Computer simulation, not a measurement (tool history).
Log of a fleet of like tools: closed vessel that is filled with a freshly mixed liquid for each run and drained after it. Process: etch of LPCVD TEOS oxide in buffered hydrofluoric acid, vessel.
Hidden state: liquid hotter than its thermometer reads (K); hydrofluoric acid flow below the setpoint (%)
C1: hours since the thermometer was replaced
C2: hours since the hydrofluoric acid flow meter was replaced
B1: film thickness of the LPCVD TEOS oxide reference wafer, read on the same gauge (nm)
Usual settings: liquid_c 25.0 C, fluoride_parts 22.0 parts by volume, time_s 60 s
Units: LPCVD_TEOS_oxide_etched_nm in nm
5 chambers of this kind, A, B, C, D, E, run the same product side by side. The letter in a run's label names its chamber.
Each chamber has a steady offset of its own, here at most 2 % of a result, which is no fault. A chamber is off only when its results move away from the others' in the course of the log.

Run 1D, hour 5.2: usual settings; C1 290.7; C2 1720.7; B1 110.04. Result: LPCVD_TEOS_oxide_etched_nm 163.510 nm.
Run 2C, hour 10.1: usual settings; C1 1083.8; C2 548.4; B1 109.98. Result: LPCVD_TEOS_oxide_etched_nm 161.940 nm.
Run 3B, hour 16.9: usual settings; C1 1651.9; C2 869.7; B1 110.02. Result: LPCVD_TEOS_oxide_etched_nm 160.430 nm.
Run 4E, hour 21.7: usual settings; C1 1185.9; C2 639.1; B1 109.99. Result: LPCVD_TEOS_oxide_etched_nm 161.440 nm.
Run 5A, hour 26.5: usual settings; C1 1960.9; C2 339.8; B1 109.97. Result: LPCVD_TEOS_oxide_etched_nm 160.740 nm.
Run 6B, hour 30.9: usual settings; C1 1665.9; C2 883.7; B1 110.02. Result: LPCVD_TEOS_oxide_etched_nm 160.010 nm.
Run 7A, hour 38.0: usual settings; C1 1972.4; C2 351.3; B1 110.03. Result: LPCVD_TEOS_oxide_etched_nm 158.930 nm.
Run 8D, hour 41.4: usual settings; C1 326.9; C2 1756.9; B1 110.06. Result: LPCVD_TEOS_oxide_etched_nm 163.000 nm.
Run 9C, hour 47.0: usual settings; C1 1120.7; C2 585.3; B1 110.03. Result: LPCVD_TEOS_oxide_etched_nm 162.760 nm.
Run 10E, hour 53.5: usual settings; C1 1217.7; C2 670.9; B1 109.95. Result: LPCVD_TEOS_oxide_etched_nm 162.370 nm.
Run 11B, hour 59.0: usual settings; C1 1694.0; C2 911.8; B1 110.00. Result: LPCVD_TEOS_oxide_etched_nm 160.810 nm.
At hour 60.1: chamber A: thermometer replaced.
Run 12A, hour 65.7: usual settings; C1 5.6; C2 379.0; B1 109.96. Result: LPCVD_TEOS_oxide_etched_nm 161.010 nm.
Run 13C, hour 69.5: usual settings; C1 1143.2; C2 607.8; B1 109.96. Result: LPCVD_TEOS_oxide_etched_nm 161.190 nm.
Run 14E, hour 74.1: usual settings but liquid_c 28.5 C, time_s 70 s; C1 1238.3; C2 691.5; B1 110.07. Result: LPCVD_TEOS_oxide_etched_nm 228.090 nm.
Run 15D, hour 81.1: usual settings but liquid_c 28.5 C, time_s 70 s; C1 366.6; C2 1796.6; B1 110.05. Result: LPCVD_TEOS_oxide_etched_nm 231.020 nm.
Run 16B, hour 85.7: usual settings but liquid_c 28.5 C, time_s 70 s; C1 1720.7; C2 938.5; B1 110.03. Result: LPCVD_TEOS_oxide_etched_nm 226.590 nm.
Run 17A, hour 91.4: usual settings but liquid_c 28.5 C, time_s 70 s; C1 31.3; C2 404.7; B1 110.01. Result: LPCVD_TEOS_oxide_etched_nm 227.580 nm.
Run 18C, hour 96.3: usual settings but liquid_c 28.5 C, time_s 70 s; C1 1170.0; C2 634.6; B1 109.98. Result: LPCVD_TEOS_oxide_etched_nm 229.370 nm.
Run 19D, hour 100.6: usual settings; C1 386.1; C2 1816.1; B1 110.04. Result: LPCVD_TEOS_oxide_etched_nm 163.740 nm.
Run 20E, hour 105.1: usual settings but liquid_c 22.0 C, fluoride_parts 17.5 parts by volume; C1 1269.3; C2 722.5; B1 109.96. Result: LPCVD_TEOS_oxide_etched_nm 168.880 nm.
Run 21B, hour 111.6: usual settings but liquid_c 22.0 C, fluoride_parts 17.5 parts by volume; C1 1746.6; C2 964.4; B1 109.98. Result: LPCVD_TEOS_oxide_etched_nm 166.670 nm.
Run 22D, hour 115.5: usual settings but liquid_c 22.0 C, fluoride_parts 17.5 parts by volume; C1 401.0; C2 1831.0; B1 110.00. Result: LPCVD_TEOS_oxide_etched_nm 168.140 nm.
Run 23E, hour 119.2: usual settings but liquid_c 22.0 C, fluoride_parts 17.5 parts by volume; C1 1283.4; C2 736.6; B1 110.01. Result: LPCVD_TEOS_oxide_etched_nm 168.060 nm.
Run 24A, hour 126.0: usual settings but liquid_c 22.0 C, fluoride_parts 17.5 parts by volume; C1 65.9; C2 439.3; B1 110.03. Result: LPCVD_TEOS_oxide_etched_nm 165.150 nm.
Run 25C, hour 133.1: usual settings but liquid_c 27.0 C; C1 1206.8; C2 671.4; B1 110.00. Result: LPCVD_TEOS_oxide_etched_nm 181.070 nm.
Run 26B, hour 136.8: usual settings but liquid_c 27.0 C; C1 1771.8; C2 989.6; B1 109.99. Result: LPCVD_TEOS_oxide_etched_nm 179.450 nm.
Run 27E, hour 140.8: usual settings but liquid_c 27.0 C; C1 1305.0; C2 758.2; B1 110.00. Result: LPCVD_TEOS_oxide_etched_nm 181.250 nm.
Run 28C, hour 144.4: usual settings but liquid_c 27.0 C; C1 1218.1; C2 682.7; B1 110.02. Result: LPCVD_TEOS_oxide_etched_nm 180.260 nm.
Run 29A, hour 148.1: usual settings but liquid_c 27.0 C; C1 88.0; C2 461.4; B1 109.98. Result: LPCVD_TEOS_oxide_etched_nm 178.100 nm.
Run 30D, hour 154.1: usual settings but fluoride_parts 30.0 parts by volume, time_s 80 s; C1 439.6; C2 1869.6; B1 110.03. Result: LPCVD_TEOS_oxide_etched_nm 176.060 nm.
Run 31C, hour 158.0: usual settings but fluoride_parts 30.0 parts by volume, time_s 80 s; C1 1231.7; C2 696.3; B1 109.98. Result: LPCVD_TEOS_oxide_etched_nm 175.510 nm.
Run 32D, hour 161.9: usual settings but fluoride_parts 30.0 parts by volume, time_s 80 s; C1 447.4; C2 1877.4; B1 109.94. Result: LPCVD_TEOS_oxide_etched_nm 176.910 nm.
Run 33E, hour 165.2: usual settings but fluoride_parts 30.0 parts by volume, time_s 80 s; C1 1329.4; C2 782.6; B1 110.01. Result: LPCVD_TEOS_oxide_etched_nm 173.930 nm.
Run 34A, hour 169.4: usual settings but fluoride_parts 30.0 parts by volume, time_s 80 s; C1 109.3; C2 482.7; B1 109.99. Result: LPCVD_TEOS_oxide_etched_nm 172.570 nm.
Run 35B, hour 172.9: usual settings; C1 1807.9; C2 1025.7; B1 110.02. Result: LPCVD_TEOS_oxide_etched_nm 160.510 nm.
Run 36A, hour 176.8: usual settings but fluoride_parts 28.5 parts by volume, time_s 40 s; C1 116.7; C2 490.1; B1 109.97. Result: LPCVD_TEOS_oxide_etched_nm 89.138 nm.

Is one chamber off against the others, does the gauge drift, or is nothing wrong? If a chamber is off, say which, and what the likeliest cause is.

No chamber stands off beyond its own small offset, and the gauge holds steady.

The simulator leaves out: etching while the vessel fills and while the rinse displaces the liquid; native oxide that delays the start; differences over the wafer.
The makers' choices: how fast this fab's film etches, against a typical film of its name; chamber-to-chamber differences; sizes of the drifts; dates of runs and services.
